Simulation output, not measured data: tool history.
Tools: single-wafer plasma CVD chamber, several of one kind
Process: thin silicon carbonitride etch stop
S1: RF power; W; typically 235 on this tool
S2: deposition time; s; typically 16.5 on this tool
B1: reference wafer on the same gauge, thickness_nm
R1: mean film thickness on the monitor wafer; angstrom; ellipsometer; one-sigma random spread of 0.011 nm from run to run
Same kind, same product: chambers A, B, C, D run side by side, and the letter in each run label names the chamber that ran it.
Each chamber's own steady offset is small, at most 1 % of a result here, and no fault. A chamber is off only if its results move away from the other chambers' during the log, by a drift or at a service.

{"run": "1D", "day": 0.512, "S1": 235, "S2": 16.5, "B1": 11.598, "R1": 97.987}
{"run": "2C", "day": 0.829, "S1": 235, "S2": 16.5, "B1": 11.597, "R1": 98.158}
{"run": "3B", "day": 1.375, "S1": 235, "S2": 16.5, "B1": 11.593, "R1": 98.714}
{"run": "4A", "day": 1.792, "S1": 235, "S2": 16.5, "B1": 11.594, "R1": 98.998}
{"run": "5C", "day": 2.254, "S1": 200, "S2": 19.5, "B1": 11.593, "R1": 110.43}
{"run": "6A", "day": 2.762, "S1": 200, "S2": 19.5, "B1": 11.595, "R1": 111.4}
{"run": "7D", "day": 3.421, "S1": 200, "S2": 19.5, "B1": 11.59, "R1": 109.92}
{"run": "8B", "day": 3.817, "S1": 200, "S2": 19.5, "B1": 11.588, "R1": 111.18}
{"run": "9B", "day": 4.283, "S1": 235, "S2": 16.5, "B1": 11.589, "R1": 98.843}
{"day": 4.471, "done": "chamber A: RF generator calibrated"}
{"run": "10D", "day": 4.746, "S1": 235, "S2": 16.5, "B1": 11.589, "R1": 97.718}
{"run": "11C", "day": 5.112, "S1": 235, "S2": 16.5, "B1": 11.584, "R1": 98.047}
{"run": "12A", "day": 5.496, "S1": 235, "S2": 16.5, "B1": 11.584, "R1": 98.767}
{"run": "13A", "day": 6.012, "S1": 200, "S2": 18.3, "B1": 11.585, "R1": 104.76}
{"run": "14D", "day": 6.321, "S1": 200, "S2": 18.3, "B1": 11.583, "R1": 103.05}
{"run": "15B", "day": 6.842, "S1": 200, "S2": 18.3, "B1": 11.579, "R1": 104.39}
{"run": "16C", "day": 7.329, "S1": 200, "S2": 18.3, "B1": 11.577, "R1": 103.64}
{"run": "17B", "day": 7.954, "S1": 235, "S2": 16.5, "B1": 11.579, "R1": 98.653}
{"run": "18A", "day": 8.483, "S1": 235, "S2": 16.5, "B1": 11.575, "R1": 98.736}
{"run": "19D", "day": 8.783, "S1": 235, "S2": 16.5, "B1": 11.576, "R1": 97.641}
{"run": "20C", "day": 9.442, "S1": 200, "S2": 14.3, "B1": 11.573, "R1": 80.81}
{"run": "21A", "day": 9.733, "S1": 200, "S2": 14.3, "B1": 11.572, "R1": 81.65}
{"run": "22B", "day": 10.342, "S1": 200, "S2": 14.3, "B1": 11.574, "R1": 81.592}
{"run": "23D", "day": 10.733, "S1": 200, "S2": 14.3, "B1": 11.572, "R1": 80.654}
{"run": "24C", "day": 11.042, "S1": 235, "S2": 16.5, "B1": 11.572, "R1": 97.829}
{"run": "25C", "day": 11.458, "S1": 235, "S2": 16.5, "B1": 11.569, "R1": 97.904}
{"run": "26A", "day": 12.075, "S1": 235, "S2": 16.5, "B1": 11.565, "R1": 98.721}
{"run": "27B", "day": 12.408, "S1": 220, "S2": 19.1, "B1": 11.57, "R1": 111.7}
{"run": "28D", "day": 12.771, "S1": 220, "S2": 19.1, "B1": 11.562, "R1": 110.76}
{"run": "29B", "day": 13.108, "S1": 220, "S2": 19.1, "B1": 11.563, "R1": 111.89}
{"run": "30D", "day": 13.538, "S1": 220, "S2": 19.1, "B1": 11.568, "R1": 110.81}
{"run": "31C", "day": 13.846, "S1": 250, "S2": 14.6, "B1": 11.562, "R1": 88.249}
{"run": "32A", "day": 14.283, "S1": 250, "S2": 14.6, "B1": 11.56, "R1": 88.697}
{"run": "33C", "day": 14.917, "S1": 250, "S2": 14.6, "B1": 11.559, "R1": 88.174}
{"run": "34D", "day": 15.508, "S1": 250, "S2": 14.6, "B1": 11.558, "R1": 87.979}
{"run": "35A", "day": 15.996, "S1": 235, "S2": 16.5, "B1": 11.553, "R1": 98.636}
{"run": "36B", "day": 16.504, "S1": 235, "S2": 16.5, "B1": 11.555, "R1": 98.474}
{"run": "37A", "day": 17.025, "S1": 235, "S2": 16.5, "B1": 11.553, "R1": 98.482}
{"run": "38D", "day": 17.408, "S1": 235, "S2": 16.5, "B1": 11.549, "R1": 97.328}
{"run": "39B", "day": 17.704, "S1": 235, "S2": 16.5, "B1": 11.55, "R1": 98.366}
{"run": "40C", "day": 18.179, "S1": 235, "S2": 16.5, "B1": 11.549, "R1": 97.793}
{"run": "41B", "day": 18.488, "S1": 235, "S2": 16.5, "B1": 11.549, "R1": 98.378}

Does one chamber stand apart from the rest, does the shared gauge drift, or is all well apart from small per-chamber offsets? Give the chamber and the most likely cause, where there is one.

Every chamber seems to shift together because the gauge that measures them all drifts; the chambers themselves are fine.
What lies behind it: gauge reads low (%) = 0.453.
